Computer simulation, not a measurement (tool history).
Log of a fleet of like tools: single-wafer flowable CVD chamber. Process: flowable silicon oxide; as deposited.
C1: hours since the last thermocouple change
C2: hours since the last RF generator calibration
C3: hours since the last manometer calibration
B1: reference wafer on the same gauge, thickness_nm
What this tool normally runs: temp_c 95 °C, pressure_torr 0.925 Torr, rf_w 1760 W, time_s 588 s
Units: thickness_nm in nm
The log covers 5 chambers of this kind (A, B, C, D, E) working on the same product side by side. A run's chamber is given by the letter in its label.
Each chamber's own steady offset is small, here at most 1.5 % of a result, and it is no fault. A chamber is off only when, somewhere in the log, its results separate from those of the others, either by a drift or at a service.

Run 1E, hour 3.9: usual settings; C1 1438.9; C2 1754.1; C3 1125.1; B1 578.94. Result: thickness_nm 489.88 nm.
Run 2B, hour 8.7: usual settings; C1 483.9; C2 427.9; C3 990; B1 579.29. Result: thickness_nm 487.69 nm.
Run 3C, hour 11.4: usual settings; C1 1798.3; C2 331.6; C3 1424.8; B1 579.21. Result: thickness_nm 483.31 nm.
Run 4D, hour 15: usual settings; C1 697; C2 1120.6; C3 493.5; B1 579.26. Result: thickness_nm 487.49 nm.
Run 5A, hour 18.4: usual settings; C1 1660.8; C2 1369.3; C3 1104.2; B1 579.35. Result: thickness_nm 484.55 nm.
Run 6D, hour 20.8: usual settings but temp_c 108 °C, rf_w 1560 W; C1 702.8; C2 1126.4; C3 499.3; B1 578.78. Result: thickness_nm 305.78 nm.
Run 7B, hour 24.8: usual settings but temp_c 108 °C, rf_w 1560 W; C1 500; C2 444; C3 1006.1; B1 578.78. Result: thickness_nm 304.25 nm.
Run 8C, hour 28.6: usual settings but temp_c 108 °C, rf_w 1560 W; C1 1815.5; C2 348.8; C3 1442; B1 579.89. Result: thickness_nm 303.85 nm.
Run 9A, hour 33.4: usual settings but temp_c 108 °C, rf_w 1560 W; C1 1675.8; C2 1384.3; C3 1119.2; B1 578.86. Result: thickness_nm 307.45 nm.
At hour 34.1: chamber A: thermocouple changed; heater temperature recalibrated.
Run 10E, hour 37.3: usual settings but temp_c 108 °C, rf_w 1560 W; C1 1472.3; C2 1787.5; C3 1158.5; B1 578.88. Result: thickness_nm 310.44 nm.
Run 11E, hour 41.6: usual settings; C1 1476.6; C2 1791.8; C3 1162.8; B1 579.13. Result: thickness_nm 489.62 nm.
Run 12A, hour 46.3: usual settings; C1 12.3; C2 1397.2; C3 1132.1; B1 579.09. Result: thickness_nm 488.71 nm.
Run 13C, hour 49.1: usual settings; C1 1836; C2 369.3; C3 1462.5; B1 579.43. Result: thickness_nm 486.86 nm.
Run 14D, hour 53.3: usual settings; C1 735.3; C2 1158.9; C3 531.8; B1 578.78. Result: thickness_nm 489.7 nm.
Run 15B, hour 56.1: usual settings but pressure_torr 0.739 Torr, time_s 473 s; C1 531.3; C2 475.3; C3 1037.4; B1 579.07. Result: thickness_nm 294.61 nm.
Run 16C, hour 60.9: usual settings but pressure_torr 0.739 Torr, time_s 473 s; C1 1847.8; C2 381.1; C3 1474.3; B1 578.42. Result: thickness_nm 291.79 nm.
Run 17A, hour 63.7: usual settings but pressure_torr 0.739 Torr, time_s 473 s; C1 29.7; C2 1414.6; C3 1149.5; B1 579.15. Result: thickness_nm 292.08 nm.
Run 18B, hour 66.5: usual settings but pressure_torr 0.739 Torr, time_s 473 s; C1 541.7; C2 485.7; C3 1047.8; B1 579.22. Result: thickness_nm 293.36 nm.
Run 19D, hour 69.3: usual settings but pressure_torr 0.739 Torr, time_s 473 s; C1 751.3; C2 1174.9; C3 547.8; B1 579.22. Result: thickness_nm 294.2 nm.
Run 20E, hour 72.5: usual settings; C1 1507.5; C2 1822.7; C3 1193.7; B1 578.94. Result: thickness_nm 481.62 nm.
Run 21C, hour 75.2: usual settings; C1 1862.1; C2 395.4; C3 1488.6; B1 579.33. Result: thickness_nm 485.24 nm.
Run 22E, hour 77.6: usual settings but temp_c 88 °C; C1 1512.6; C2 1827.8; C3 1198.8; B1 579. Result: thickness_nm 598.51 nm.
Run 23B, hour 79.8: usual settings but temp_c 88 °C; C1 555; C2 499; C3 1061.1; B1 579. Result: thickness_nm 612.18 nm.
Run 24A, hour 83.2: usual settings but temp_c 88 °C; C1 49.2; C2 1434.1; C3 1169; B1 579.32. Result: thickness_nm 609.48 nm.
Run 25D, hour 86: usual settings but temp_c 88 °C; C1 768; C2 1191.6; C3 564.5; B1 578.44. Result: thickness_nm 618.64 nm.
Run 26D, hour 90.5: usual settings but temp_c 88 °C; C1 772.5; C2 1196.1; C3 569; B1 578.22. Result: thickness_nm 617.79 nm.
Run 27B, hour 94.1: usual settings; C1 569.3; C2 513.3; C3 1075.4; B1 578.88. Result: thickness_nm 489.38 nm.
Run 28C, hour 97.2: usual settings; C1 1884.1; C2 417.4; C3 1510.6; B1 578.47. Result: thickness_nm 485 nm.
At hour 98.3: chamber A: RF generator calibrated.
At hour 99: chamber C: capacitance manometer re-zeroed and calibrated.
At hour 100.5: chamber C: thermocouple changed; heater temperature recalibrated.
Run 29A, hour 101.2: usual settings; C1 67.2; C2 2.9; C3 1187; B1 579.58. Result: thickness_nm 489.54 nm.
Run 30E, hour 103.4: usual settings; C1 1538.4; C2 1853.6; C3 1224.6; B1 579.05. Result: thickness_nm 473.65 nm.
Run 31A, hour 107.5: usual settings but pressure_torr 0.737 Torr, time_s 486 s; C1 73.5; C2 9.2; C3 1193.3; B1 578.76. Result: thickness_nm 300.86 nm.
Run 32E, hour 112.3: usual settings but pressure_torr 0.737 Torr, time_s 486 s; C1 1547.3; C2 1862.5; C3 1233.5; B1 579.06. Result: thickness_nm 289.49 nm.
Run 33C, hour 115.6: usual settings but pressure_torr 0.737 Torr, time_s 486 s; C1 15.2; C2 435.8; C3 16.6; B1 578.89. Result: thickness_nm 298.36 nm.

Has any chamber moved away from the others, gradually or after a service, or does the common gauge drift, or do the chambers differ only by their own small steady offsets? State the chamber and the most likely cause if one applies.

One chamber, E, drifts off from the rest bit by bit.
What lies behind it: true pressure below the setpoint (%) = 3.65.
The log may not separate it from: wafer temperature above the value expected at the setpoint (K).

Which of the 4 candidates below, each the usual settings with something changed and its results left as question marks, puts chamber E back in line with what the other chambers give on the usual settings?
A result is in line if it is within this distance of the other chambers' mean on the usual settings: thickness_nm 6.1 nm
Run 34E-1, hour 119.1: usual settings but temp_c 94 °C, pressure_torr 0.931 Torr, time_s 590 s. Result: thickness_nm ?.
Run 34E-2, hour 119.1: usual settings but temp_c 96 °C, pressure_torr 0.91 Torr, time_s 583 s. Result: thickness_nm ?.
Run 34E-3, hour 119.1: usual settings but temp_c 96 °C, pressure_torr 0.919 Torr, time_s 586 s. Result: thickness_nm ?.
Run 34E-4, hour 119.1: usual settings but temp_c 94 °C, pressure_torr 0.94 Torr, time_s 593 s. Result: thickness_nm ?.

What the other chambers average on the usual settings: thickness_nm 487.58 nm
  run  thickness_nm
34E-1        489.02
34E-2        440.07
34E-3        447.81
34E-4        497.34
It is 34E-1 that realigns the chamber with its peers.

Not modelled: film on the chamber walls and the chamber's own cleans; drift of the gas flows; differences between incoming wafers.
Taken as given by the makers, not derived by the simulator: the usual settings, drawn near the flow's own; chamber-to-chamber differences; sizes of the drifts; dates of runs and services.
